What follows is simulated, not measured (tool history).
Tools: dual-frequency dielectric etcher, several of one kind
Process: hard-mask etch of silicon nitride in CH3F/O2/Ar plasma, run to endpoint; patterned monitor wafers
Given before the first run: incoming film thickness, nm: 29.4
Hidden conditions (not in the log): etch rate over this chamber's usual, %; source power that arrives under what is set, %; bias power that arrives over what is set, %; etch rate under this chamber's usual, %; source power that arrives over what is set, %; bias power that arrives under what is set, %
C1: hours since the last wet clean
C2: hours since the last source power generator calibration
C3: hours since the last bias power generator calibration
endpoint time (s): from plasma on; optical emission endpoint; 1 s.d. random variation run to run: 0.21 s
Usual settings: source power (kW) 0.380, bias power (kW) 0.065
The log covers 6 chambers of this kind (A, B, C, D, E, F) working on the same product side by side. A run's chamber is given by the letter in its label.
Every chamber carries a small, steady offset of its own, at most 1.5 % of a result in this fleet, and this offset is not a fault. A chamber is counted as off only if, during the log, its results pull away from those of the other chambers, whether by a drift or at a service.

run 1C day=0.304 | source_power_(kW)=0.380 bias_power_(kW)=0.065 | C1=288.3 C2=1903.7 C3=2920.7 | endpoint_time_(s)=44.740
run 2F day=0.579 | source_power_(kW)=0.380 bias_power_(kW)=0.065 | C1=558.4 C2=635.6 C3=2667.0 | endpoint_time_(s)=44.801
-- day=0.679 chamber D: wet clean of the chamber
run 3A day=0.712 | source_power_(kW)=0.380 bias_power_(kW)=0.065 | C1=456.8 C2=928.6 C3=639.8 | endpoint_time_(s)=44.757
run 4E day=0.883 | source_power_(kW)=0.380 bias_power_(kW)=0.065 | C1=507.9 C2=1463.7 C3=1610.5 | endpoint_time_(s)=44.767
run 5B day=1.175 | source_power_(kW)=0.380 bias_power_(kW)=0.065 | C1=70.6 C2=1227.1 C3=2269.8 | endpoint_time_(s)=44.819
run 6D day=1.325 | source_power_(kW)=0.380 bias_power_(kW)=0.065 | C1=15.6 C2=786.2 C3=169.7 | endpoint_time_(s)=44.649
run 7C day=1.533 | source_power_(kW)=0.380 bias_power_(kW)=0.065 | C1=317.8 C2=1933.2 C3=2950.2 | endpoint_time_(s)=44.974
-- day=1.775 chamber F: wet clean of the chamber
run 8D day=1.808 | source_power_(kW)=0.380 bias_power_(kW)=0.065 | C1=27.2 C2=797.8 C3=181.3 | endpoint_time_(s)=44.596
-- day=1.888 chamber E: wet clean of the chamber
run 9E day=2.067 | source_power_(kW)=0.380 bias_power_(kW)=0.065 | C1=4.3 C2=1492.1 C3=1638.9 | endpoint_time_(s)=44.237
-- day=2.296 chamber C: wet clean of the chamber
run 10A day=2.338 | source_power_(kW)=0.380 bias_power_(kW)=0.065 | C1=495.8 C2=967.6 C3=678.8 | endpoint_time_(s)=44.992
run 11B day=2.550 | source_power_(kW)=0.380 bias_power_(kW)=0.075 | C1=103.6 C2=1260.1 C3=2302.8 | endpoint_time_(s)=42.919
run 12F day=2.783 | source_power_(kW)=0.380 bias_power_(kW)=0.075 | C1=24.2 C2=688.5 C3=2719.9 | endpoint_time_(s)=42.428
run 13C day=2.983 | source_power_(kW)=0.380 bias_power_(kW)=0.075 | C1=16.6 C2=1968.0 C3=2985.0 | endpoint_time_(s)=42.606
run 14E day=3.254 | source_power_(kW)=0.380 bias_power_(kW)=0.075 | C1=32.8 C2=1520.6 C3=1667.4 | endpoint_time_(s)=42.336
run 15A day=3.392 | source_power_(kW)=0.380 bias_power_(kW)=0.075 | C1=521.1 C2=992.9 C3=704.1 | endpoint_time_(s)=42.420
run 16B day=3.675 | source_power_(kW)=0.380 bias_power_(kW)=0.075 | C1=130.6 C2=1287.1 C3=2329.8 | endpoint_time_(s)=42.577
run 17F day=3.871 | source_power_(kW)=0.380 bias_power_(kW)=0.065 | C1=50.3 C2=714.6 C3=2746.0 | endpoint_time_(s)=44.715
run 18D day=4.154 | source_power_(kW)=0.380 bias_power_(kW)=0.065 | C1=83.5 C2=854.1 C3=237.6 | endpoint_time_(s)=44.896
run 19E day=4.429 | source_power_(kW)=0.380 bias_power_(kW)=0.065 | C1=61.0 C2=1548.8 C3=1695.6 | endpoint_time_(s)=44.307
run 20C day=4.600 | source_power_(kW)=0.380 bias_power_(kW)=0.065 | C1=55.4 C2=2006.8 C3=3023.8 | endpoint_time_(s)=45.053
run 21D day=4.762 | source_power_(kW)=0.380 bias_power_(kW)=0.065 | C1=98.1 C2=868.7 C3=252.2 | endpoint_time_(s)=44.777
-- day=4.867 chamber A: wet clean of the chamber
run 22F day=4.988 | source_power_(kW)=0.410 bias_power_(kW)=0.074 | C1=77.1 C2=741.4 C3=2772.8 | endpoint_time_(s)=41.508
run 23A day=5.171 | source_power_(kW)=0.410 bias_power_(kW)=0.074 | C1=7.4 C2=1035.6 C3=746.8 | endpoint_time_(s)=41.818
run 24B day=5.379 | source_power_(kW)=0.410 bias_power_(kW)=0.074 | C1=171.5 C2=1328.0 C3=2370.7 | endpoint_time_(s)=41.991
run 25A day=5.575 | source_power_(kW)=0.410 bias_power_(kW)=0.074 | C1=17.1 C2=1045.3 C3=756.5 | endpoint_time_(s)=41.489
run 26C day=5.750 | source_power_(kW)=0.410 bias_power_(kW)=0.074 | C1=83.0 C2=2034.4 C3=3051.4 | endpoint_time_(s)=42.032
run 27B day=6.004 | source_power_(kW)=0.410 bias_power_(kW)=0.074 | C1=186.5 C2=1343.0 C3=2385.7 | endpoint_time_(s)=41.758
run 28E day=6.258 | source_power_(kW)=0.380 bias_power_(kW)=0.065 | C1=104.9 C2=1592.7 C3=1739.5 | endpoint_time_(s)=44.166
run 29D day=6.488 | source_power_(kW)=0.380 bias_power_(kW)=0.065 | C1=139.5 C2=910.1 C3=293.6 | endpoint_time_(s)=44.878
run 30F day=6.779 | source_power_(kW)=0.300 bias_power_(kW)=0.065 | C1=120.1 C2=784.4 C3=2815.8 | endpoint_time_(s)=49.036
run 31D day=6.962 | source_power_(kW)=0.300 bias_power_(kW)=0.065 | C1=150.9 C2=921.5 C3=305.0 | endpoint_time_(s)=48.934
run 32E day=7.171 | source_power_(kW)=0.300 bias_power_(kW)=0.065 | C1=126.8 C2=1614.6 C3=1761.4 | endpoint_time_(s)=48.476
run 33A day=7.471 | source_power_(kW)=0.300 bias_power_(kW)=0.065 | C1=62.6 C2=1090.8 C3=802.0 | endpoint_time_(s)=49.447
run 34B day=7.750 | source_power_(kW)=0.300 bias_power_(kW)=0.065 | C1=228.4 C2=1384.9 C3=2427.6 | endpoint_time_(s)=49.247
run 35F day=8.033 | source_power_(kW)=0.300 bias_power_(kW)=0.065 | C1=150.2 C2=814.5 C3=2845.9 | endpoint_time_(s)=49.049
run 36C day=8.167 | source_power_(kW)=0.380 bias_power_(kW)=0.065 | C1=141.0 C2=2092.4 C3=3109.4 | endpoint_time_(s)=44.836
run 37D day=8.462 | source_power_(kW)=0.470 bias_power_(kW)=0.072 | C1=186.9 C2=957.5 C3=341.0 | endpoint_time_(s)=39.818
run 38F day=8.654 | source_power_(kW)=0.470 bias_power_(kW)=0.072 | C1=165.1 C2=829.4 C3=2860.8 | endpoint_time_(s)=40.004
run 39C day=8.846 | source_power_(kW)=0.470 bias_power_(kW)=0.072 | C1=157.3 C2=2108.7 C3=3125.7 | endpoint_time_(s)=39.915
run 40E day=9.067 | source_power_(kW)=0.470 bias_power_(kW)=0.072 | C1=172.3 C2=1660.1 C3=1806.9 | endpoint_time_(s)=39.361
run 41B day=9.267 | source_power_(kW)=0.470 bias_power_(kW)=0.072 | C1=264.8 C2=1421.3 C3=2464.0 | endpoint_time_(s)=40.143

Is one chamber off against the others, does the gauge drift, or is nothing wrong? If a chamber is off, say which, and what the likeliest cause is.

No chamber is off and the gauge is stable; the differences are just each chamber's small, constant offset.
